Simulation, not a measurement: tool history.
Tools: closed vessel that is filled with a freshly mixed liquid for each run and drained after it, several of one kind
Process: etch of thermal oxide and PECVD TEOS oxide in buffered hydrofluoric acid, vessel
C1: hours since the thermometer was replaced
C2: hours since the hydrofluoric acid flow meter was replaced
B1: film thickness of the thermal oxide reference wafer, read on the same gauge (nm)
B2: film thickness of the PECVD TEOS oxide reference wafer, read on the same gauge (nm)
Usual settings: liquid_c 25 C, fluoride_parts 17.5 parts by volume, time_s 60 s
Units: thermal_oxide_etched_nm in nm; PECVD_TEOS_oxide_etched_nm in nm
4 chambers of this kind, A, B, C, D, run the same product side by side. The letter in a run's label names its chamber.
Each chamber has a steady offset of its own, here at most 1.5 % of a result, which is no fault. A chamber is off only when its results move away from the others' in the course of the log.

Run 1B, hour 15.2: usual settings; C1 421.5; C2 1834.3; B1 69.953; B2 39.993. Result: thermal_oxide_etched_nm 41.761 nm, PECVD_TEOS_oxide_etched_nm 47.36 nm.
Run 2A, hour 26: usual settings; C1 2144; C2 145; B1 69.954; B2 40.021. Result: thermal_oxide_etched_nm 41.84 nm, PECVD_TEOS_oxide_etched_nm 46.944 nm.
Run 3C, hour 40.2: usual settings; C1 1072.8; C2 463.3; B1 70.046; B2 39.992. Result: thermal_oxide_etched_nm 41.732 nm, PECVD_TEOS_oxide_etched_nm 47.245 nm.
At hour 41.2: chamber B: hydrofluoric acid flow meter replaced.
Run 4D, hour 53: usual settings; C1 723.7; C2 2086.2; B1 70.018; B2 39.963. Result: thermal_oxide_etched_nm 41.813 nm, PECVD_TEOS_oxide_etched_nm 48.147 nm.
Run 5A, hour 64.7: usual settings; C1 2182.7; C2 183.7; B1 70.001; B2 40.002. Result: thermal_oxide_etched_nm 41.141 nm, PECVD_TEOS_oxide_etched_nm 47.207 nm.
Run 6D, hour 73.3: usual settings; C1 744; C2 2106.5; B1 70.009; B2 39.964. Result: thermal_oxide_etched_nm 41.637 nm, PECVD_TEOS_oxide_etched_nm 46.736 nm.
Run 7B, hour 83.5: usual settings; C1 489.8; C2 42.4; B1 70.042; B2 40.015. Result: thermal_oxide_etched_nm 41.737 nm, PECVD_TEOS_oxide_etched_nm 47.058 nm.
At hour 90.2: chamber D: hydrofluoric acid flow meter replaced.
Run 8C, hour 91: usual settings but fluoride_parts 11.5 parts by volume, time_s 35 s; C1 1123.6; C2 514.1; B1 70.031; B2 40.02. Result: thermal_oxide_etched_nm 36.555 nm, PECVD_TEOS_oxide_etched_nm 41.264 nm.
Run 9B, hour 98.6: usual settings but fluoride_parts 11.5 parts by volume, time_s 35 s; C1 504.9; C2 57.5; B1 70.038; B2 39.991. Result: thermal_oxide_etched_nm 36.721 nm, PECVD_TEOS_oxide_etched_nm 42.389 nm.
Run 10D, hour 112.1: usual settings but fluoride_parts 11.5 parts by volume, time_s 35 s; C1 782.8; C2 22; B1 69.97; B2 39.99. Result: thermal_oxide_etched_nm 36.678 nm, PECVD_TEOS_oxide_etched_nm 41.537 nm.
Run 11C, hour 126.2: usual settings but fluoride_parts 11.5 parts by volume, time_s 35 s; C1 1158.8; C2 549.3; B1 70.003; B2 39.991. Result: thermal_oxide_etched_nm 36.475 nm, PECVD_TEOS_oxide_etched_nm 41.544 nm.
Run 12A, hour 132.9: usual settings but fluoride_parts 14 parts by volume, time_s 80 s; C1 2250.9; C2 251.9; B1 70; B2 39.976. Result: thermal_oxide_etched_nm 69.317 nm, PECVD_TEOS_oxide_etched_nm 79.387 nm.
Run 13D, hour 148.1: usual settings but fluoride_parts 14 parts by volume, time_s 80 s; C1 818.8; C2 58; B1 69.991; B2 39.999. Result: thermal_oxide_etched_nm 70.022 nm, PECVD_TEOS_oxide_etched_nm 78.79 nm.
Run 14B, hour 158.8: usual settings but fluoride_parts 14 parts by volume, time_s 80 s; C1 565.1; C2 117.7; B1 69.94; B2 39.992. Result: thermal_oxide_etched_nm 69.962 nm, PECVD_TEOS_oxide_etched_nm 79.015 nm.
Run 15A, hour 171.8: usual settings but fluoride_parts 14 parts by volume, time_s 80 s; C1 2289.8; C2 290.8; B1 70.006; B2 40.031. Result: thermal_oxide_etched_nm 69.369 nm, PECVD_TEOS_oxide_etched_nm 77.905 nm.
Run 16C, hour 183.4: usual settings; C1 1216; C2 606.5; B1 70.014; B2 39.99. Result: thermal_oxide_etched_nm 41.481 nm, PECVD_TEOS_oxide_etched_nm 47.027 nm.
Run 17D, hour 192.6: usual settings; C1 863.3; C2 102.5; B1 69.988; B2 39.999. Result: thermal_oxide_etched_nm 41.502 nm, PECVD_TEOS_oxide_etched_nm 47.156 nm.
Run 18A, hour 202.1: usual settings; C1 2320.1; C2 321.1; B1 69.975; B2 40.018. Result: thermal_oxide_etched_nm 41.295 nm, PECVD_TEOS_oxide_etched_nm 47.624 nm.
Run 19B, hour 215.5: usual settings; C1 621.8; C2 174.4; B1 69.992; B2 39.986. Result: thermal_oxide_etched_nm 41.889 nm, PECVD_TEOS_oxide_etched_nm 47.557 nm.
Run 20C, hour 228.3: usual settings; C1 1260.9; C2 651.4; B1 70.017; B2 40.032. Result: thermal_oxide_etched_nm 41.596 nm, PECVD_TEOS_oxide_etched_nm 47.347 nm.
Run 21B, hour 241.6: usual settings; C1 647.9; C2 200.5; B1 70.013; B2 39.987. Result: thermal_oxide_etched_nm 41.741 nm, PECVD_TEOS_oxide_etched_nm 47.895 nm.
Run 22C, hour 252.1: usual settings; C1 1284.7; C2 675.2; B1 69.999; B2 39.981. Result: thermal_oxide_etched_nm 41.883 nm, PECVD_TEOS_oxide_etched_nm 47.03 nm.
Run 23A, hour 265.3: usual settings; C1 2383.3; C2 384.3; B1 70.005; B2 40.007. Result: thermal_oxide_etched_nm 41.9 nm, PECVD_TEOS_oxide_etched_nm 47.922 nm.
Run 24D, hour 275.6: usual settings; C1 946.3; C2 185.5; B1 70.034; B2 39.987. Result: thermal_oxide_etched_nm 41.705 nm, PECVD_TEOS_oxide_etched_nm 47.037 nm.
Run 25C, hour 288.9: usual settings; C1 1321.5; C2 712; B1 69.998; B2 40.041. Result: thermal_oxide_etched_nm 41.479 nm, PECVD_TEOS_oxide_etched_nm 47.495 nm.

What goes on in this fleet: one chamber off, a drifting gauge, or nothing beyond the chambers' own small offsets? Name the chamber and the cause, if any.

No chamber stands off beyond its own small offset, and the gauge holds steady.
